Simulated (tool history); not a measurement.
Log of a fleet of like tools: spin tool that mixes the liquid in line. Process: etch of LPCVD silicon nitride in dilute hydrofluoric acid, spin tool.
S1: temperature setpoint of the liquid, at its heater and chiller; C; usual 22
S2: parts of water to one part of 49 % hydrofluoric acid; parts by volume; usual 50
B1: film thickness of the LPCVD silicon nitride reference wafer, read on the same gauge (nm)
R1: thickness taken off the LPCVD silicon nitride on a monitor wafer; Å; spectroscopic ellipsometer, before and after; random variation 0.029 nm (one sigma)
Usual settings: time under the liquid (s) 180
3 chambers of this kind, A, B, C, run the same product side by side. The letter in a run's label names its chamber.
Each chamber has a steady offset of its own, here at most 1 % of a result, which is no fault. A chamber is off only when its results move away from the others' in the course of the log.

Run 1C, hour 8.8: usual settings; B1 59.995. Result: R1 13.103 Å.
Run 2B, hour 17.2: usual settings; B1 59.994. Result: R1 13.259 Å.
Run 3A, hour 24.4: usual settings; B1 60.001. Result: R1 13.227 Å.
Run 4C, hour 29.8: usual settings; B1 60.006. Result: R1 13.374 Å.
Run 5A, hour 38.8: usual settings; B1 60.003. Result: R1 13.502 Å.
Run 6B, hour 49.2: usual settings; B1 59.999. Result: R1 13.056 Å.
Run 7C, hour 56.7: usual settings; B1 59.985. Result: R1 14.027 Å.
Run 8B, hour 68.3: usual settings; B1 60.021. Result: R1 12.796 Å.
Run 9A, hour 75.2: usual settings; B1 60.007. Result: R1 13.44 Å.
Run 10C, hour 82.7: usual settings; B1 59.995. Result: R1 12.796 Å.
Run 11B, hour 91.4: usual settings; B1 60.003. Result: R1 12.445 Å.
Run 12A, hour 99.5: usual settings but time under the liquid (s) 275; B1 59.981. Result: R1 20.479 Å.
Run 13B, hour 110.5: usual settings but time under the liquid (s) 275; B1 59.991. Result: R1 19.322 Å.
At hour 114.5: chamber B: hydrofluoric acid flow meter replaced.
Run 14C, hour 117.4: usual settings but time under the liquid (s) 275; B1 60.007. Result: R1 20.946 Å.
Run 15A, hour 126.7: usual settings; B1 60.003. Result: R1 13.45 Å.
At hour 134: chamber C: thermometer replaced.
Run 16B, hour 134.8: usual settings but S1 19.5 C; B1 60.001. Result: R1 10.016 Å.
Run 17A, hour 140.6: usual settings but S1 19.5 C; B1 60.006. Result: R1 11.464 Å.
Run 18C, hour 150.2: usual settings but S1 19.5 C; B1 59.998. Result: R1 10.992 Å.
Run 19B, hour 155.3: usual settings; B1 59.982. Result: R1 12.257 Å.
Run 20C, hour 161.9: usual settings; B1 59.979. Result: R1 12.522 Å.
Run 21A, hour 171.4: usual settings; B1 59.991. Result: R1 13.215 Å.
Run 22C, hour 178.7: usual settings; B1 60.003. Result: R1 13.153 Å.
Run 23B, hour 188.2: usual settings; B1 59.984. Result: R1 11.589 Å.
Run 24A, hour 196.8: usual settings; B1 60.006. Result: R1 13.237 Å.
Run 25A, hour 203.4: usual settings; B1 60.003. Result: R1 13.728 Å.

Next, every chamber runs the same settings. What will each give?
Run 26A, hour 211.8: usual settings but S1 24 C. Result: R1 ?.
Run 26B, hour 211.8: usual settings but S1 24 C. Result: R1 ?.
Run 26C, hour 211.8: usual settings but S1 24 C. Result: R1 ?.

run      R1
26A  14.959
26B  12.669
26C  14.912
